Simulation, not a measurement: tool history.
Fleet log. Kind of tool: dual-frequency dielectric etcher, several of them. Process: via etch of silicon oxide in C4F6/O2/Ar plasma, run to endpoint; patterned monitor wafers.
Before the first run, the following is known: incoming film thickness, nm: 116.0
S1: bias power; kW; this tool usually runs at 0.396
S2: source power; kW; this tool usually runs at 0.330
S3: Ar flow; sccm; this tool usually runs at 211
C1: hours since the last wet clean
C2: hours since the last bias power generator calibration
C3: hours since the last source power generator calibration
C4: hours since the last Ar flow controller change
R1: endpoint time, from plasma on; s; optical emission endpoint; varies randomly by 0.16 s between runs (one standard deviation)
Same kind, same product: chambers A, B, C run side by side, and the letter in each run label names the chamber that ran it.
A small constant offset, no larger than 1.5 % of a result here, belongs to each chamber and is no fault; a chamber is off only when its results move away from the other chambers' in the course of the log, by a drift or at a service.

run 1B hour=13.0 | S1=0.396 S2=0.330 S3=211 | C1=354.2 C2=4174.9 C3=1991.8 C4=4472.7 | R1=28.491
run 2C hour=23.3 | S1=0.396 S2=0.330 S3=211 | C1=24.5 C2=863.4 C3=3647.1 C4=1414.0 | R1=28.913
run 3A hour=33.9 | S1=0.396 S2=0.330 S3=211 | C1=324.0 C2=763.4 C3=3063.2 C4=592.0 | R1=29.163
run 4C hour=46.2 | S1=0.396 S2=0.330 S3=211 | C1=47.4 C2=886.3 C3=3670.0 C4=1436.9 | R1=28.814
run 5B hour=55.2 | S1=0.396 S2=0.330 S3=211 | C1=396.4 C2=4217.1 C3=2034.0 C4=4514.9 | R1=28.916
run 6A hour=65.8 | S1=0.396 S2=0.330 S3=211 | C1=355.9 C2=795.3 C3=3095.1 C4=623.9 | R1=28.986
run 7C hour=73.1 | S1=0.396 S2=0.330 S3=230 | C1=74.3 C2=913.2 C3=3696.9 C4=1463.8 | R1=29.135
run 8A hour=82.2 | S1=0.396 S2=0.330 S3=230 | C1=372.3 C2=811.7 C3=3111.5 C4=640.3 | R1=29.546
-- hour=84.8 chamber A: wet clean of the chamber
run 9B hour=89.2 | S1=0.396 S2=0.330 S3=230 | C1=430.4 C2=4251.1 C3=2068.0 C4=4548.9 | R1=28.732
run 10C hour=98.9 | S1=0.396 S2=0.330 S3=211 | C1=100.1 C2=939.0 C3=3722.7 C4=1489.6 | R1=28.918
run 11A hour=105.8 | S1=0.396 S2=0.400 S3=211 | C1=21.1 C2=835.3 C3=3135.1 C4=663.9 | R1=26.998
run 12B hour=113.6 | S1=0.396 S2=0.400 S3=211 | C1=454.8 C2=4275.5 C3=2092.4 C4=4573.3 | R1=26.659
run 13C hour=120.7 | S1=0.396 S2=0.400 S3=211 | C1=121.9 C2=960.8 C3=3744.5 C4=1511.4 | R1=26.804
run 14B hour=131.9 | S1=0.396 S2=0.330 S3=211 | C1=473.1 C2=4293.8 C3=2110.7 C4=4591.6 | R1=28.193
run 15A hour=141.5 | S1=0.396 S2=0.330 S3=211 | C1=56.8 C2=871.0 C3=3170.8 C4=699.6 | R1=29.053
run 16A hour=149.6 | S1=0.396 S2=0.330 S3=211 | C1=64.9 C2=879.1 C3=3178.9 C4=707.7 | R1=29.519
run 17C hour=161.7 | S1=0.396 S2=0.330 S3=211 | C1=162.9 C2=1001.8 C3=3785.5 C4=1552.4 | R1=28.852
run 18B hour=171.7 | S1=0.396 S2=0.330 S3=236 | C1=512.9 C2=4333.6 C3=2150.5 C4=4631.4 | R1=28.953
run 19A hour=184.8 | S1=0.396 S2=0.330 S3=236 | C1=100.1 C2=914.3 C3=3214.1 C4=742.9 | R1=29.149
-- hour=197.2 chamber B: wet clean of the chamber
run 20C hour=197.4 | S1=0.396 S2=0.330 S3=236 | C1=198.6 C2=1037.5 C3=3821.2 C4=1588.1 | R1=29.427
run 21B hour=206.3 | S1=0.396 S2=0.330 S3=211 | C1=9.2 C2=4368.2 C3=2185.1 C4=4666.0 | R1=28.452
run 22B hour=218.4 | S1=0.396 S2=0.330 S3=211 | C1=21.3 C2=4380.3 C3=2197.2 C4=4678.1 | R1=28.700
run 23A hour=226.6 | S1=0.396 S2=0.330 S3=211 | C1=141.9 C2=956.1 C3=3255.9 C4=784.7 | R1=29.024
run 24C hour=238.5 | S1=0.396 S2=0.330 S3=211 | C1=239.7 C2=1078.6 C3=3862.3 C4=1629.2 | R1=28.832
run 25A hour=246.3 | S1=0.396 S2=0.330 S3=211 | C1=161.6 C2=975.8 C3=3275.6 C4=804.4 | R1=28.901
run 26B hour=256.6 | S1=0.396 S2=0.330 S3=211 | C1=59.5 C2=4418.5 C3=2235.4 C4=4716.3 | R1=28.703
run 27C hour=266.9 | S1=0.396 S2=0.330 S3=211 | C1=268.1 C2=1107.0 C3=3890.7 C4=1657.6 | R1=29.164
run 28A hour=279.6 | S1=0.396 S2=0.330 S3=171 | C1=194.9 C2=1009.1 C3=3308.9 C4=837.7 | R1=28.547
run 29C hour=287.9 | S1=0.396 S2=0.330 S3=171 | C1=289.1 C2=1128.0 C3=3911.7 C4=1678.6 | R1=28.238
run 30B hour=298.3 | S1=0.396 S2=0.330 S3=171 | C1=101.2 C2=4460.2 C3=2277.1 C4=4758.0 | R1=27.884
run 31C hour=309.5 | S1=0.396 S2=0.330 S3=211 | C1=310.7 C2=1149.6 C3=3933.3 C4=1700.2 | R1=29.265
run 32A hour=319.9 | S1=0.487 S2=0.330 S3=230 | C1=235.2 C2=1049.4 C3=3349.2 C4=878.0 | R1=27.347
run 33B hour=330.8 | S1=0.487 S2=0.330 S3=230 | C1=133.7 C2=4492.7 C3=2309.6 C4=4790.5 | R1=26.781
run 34B hour=338.5 | S1=0.487 S2=0.330 S3=230 | C1=141.4 C2=4500.4 C3=2317.3 C4=4798.2 | R1=26.780
run 35C hour=348.0 | S1=0.396 S2=0.330 S3=211 | C1=349.2 C2=1188.1 C3=3971.8 C4=1738.7 | R1=28.733
run 36A hour=357.7 | S1=0.396 S2=0.330 S3=211 | C1=273.0 C2=1087.2 C3=3387.0 C4=915.8 | R1=29.049
run 37A hour=366.1 | S1=0.396 S2=0.330 S3=211 | C1=281.4 C2=1095.6 C3=3395.4 C4=924.2 | R1=28.888
run 38C hour=377.6 | S1=0.396 S2=0.330 S3=211 | C1=378.8 C2=1217.7 C3=4001.4 C4=1768.3 | R1=29.019

Read the log: is a single chamber off, either drifting away or since a service, is the gauge that measures every chamber drifting, or is nothing wrong beyond small per-chamber offsets? Name any odd chamber and what most likely caused it.

All chambers stay in line apart from their small fixed offsets, and the gauge does not drift.

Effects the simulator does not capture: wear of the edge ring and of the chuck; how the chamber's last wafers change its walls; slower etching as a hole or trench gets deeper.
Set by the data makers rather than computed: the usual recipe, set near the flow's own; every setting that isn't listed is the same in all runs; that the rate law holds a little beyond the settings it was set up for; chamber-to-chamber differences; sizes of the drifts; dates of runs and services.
